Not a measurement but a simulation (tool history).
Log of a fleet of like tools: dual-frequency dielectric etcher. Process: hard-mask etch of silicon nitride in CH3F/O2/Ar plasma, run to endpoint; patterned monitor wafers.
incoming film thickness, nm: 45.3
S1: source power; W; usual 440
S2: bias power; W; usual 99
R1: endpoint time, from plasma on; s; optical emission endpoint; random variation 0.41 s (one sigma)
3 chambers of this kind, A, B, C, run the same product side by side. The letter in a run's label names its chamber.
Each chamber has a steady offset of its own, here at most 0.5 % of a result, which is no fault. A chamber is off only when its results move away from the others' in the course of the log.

run	hour	S1	S2	R1
1C	4.4	440	99	56.3
2B	7.5	440	99	56.746
3A	11.7	440	99	56.272
4B	16.1	440	99	56.387
5A	18.3	440	99	56.549
6C	20.8	440	99	55.981
7C	25.6	440	99	56.032
8A	30.1	440	99	56.34
9B	34.4	440	77	61.441
10A	37.4	440	77	62.746
11B	41	440	77	61.005
12C	45.7	440	99	56.669
13A	50.4	440	99	56.71
14C	55.3	440	99	56.173
15B	58.6	440	99	56.642
16C	61.2	440	99	54.695
17B	65.8	440	99	56.598
18A	70	440	99	56.674
19C	74.6	530	99	51.418
20A	76.9	530	99	52.274
21B	81.1	530	99	52.605
22C	83.2	440	119	50.549
# hour 83.4: chamber B: wet clean of the chamber
23A	87.4	440	119	53.038
24B	91.7	440	119	52.43

Is one chamber off against the others, does the gauge drift, or is nothing wrong? If a chamber is off, say which, and what the likeliest cause is.

Chamber C drifts away from the others.
Cause: etch rate over this chamber's usual, % = 5.39.

Here are 4 candidates for chamber C's next run, each the usual settings with a change, their results left as question marks. Which one brings its results back in line with what the others give on the usual settings?
In line means no further than this from the other chambers' mean on the usual settings: R1 1.4 s
25C-1	95.2	340	99	?
25C-2	95.2	470	106	?
25C-3	95.2	410	92	?
25C-4	95.2	500	113	?

The other chambers' mean on the usual settings: R1 56.69 s
run	R1
25C-1	58.915
25C-2	50.953
25C-3	56.48
25C-4	48.626
25C-3 brings the chamber back in line.
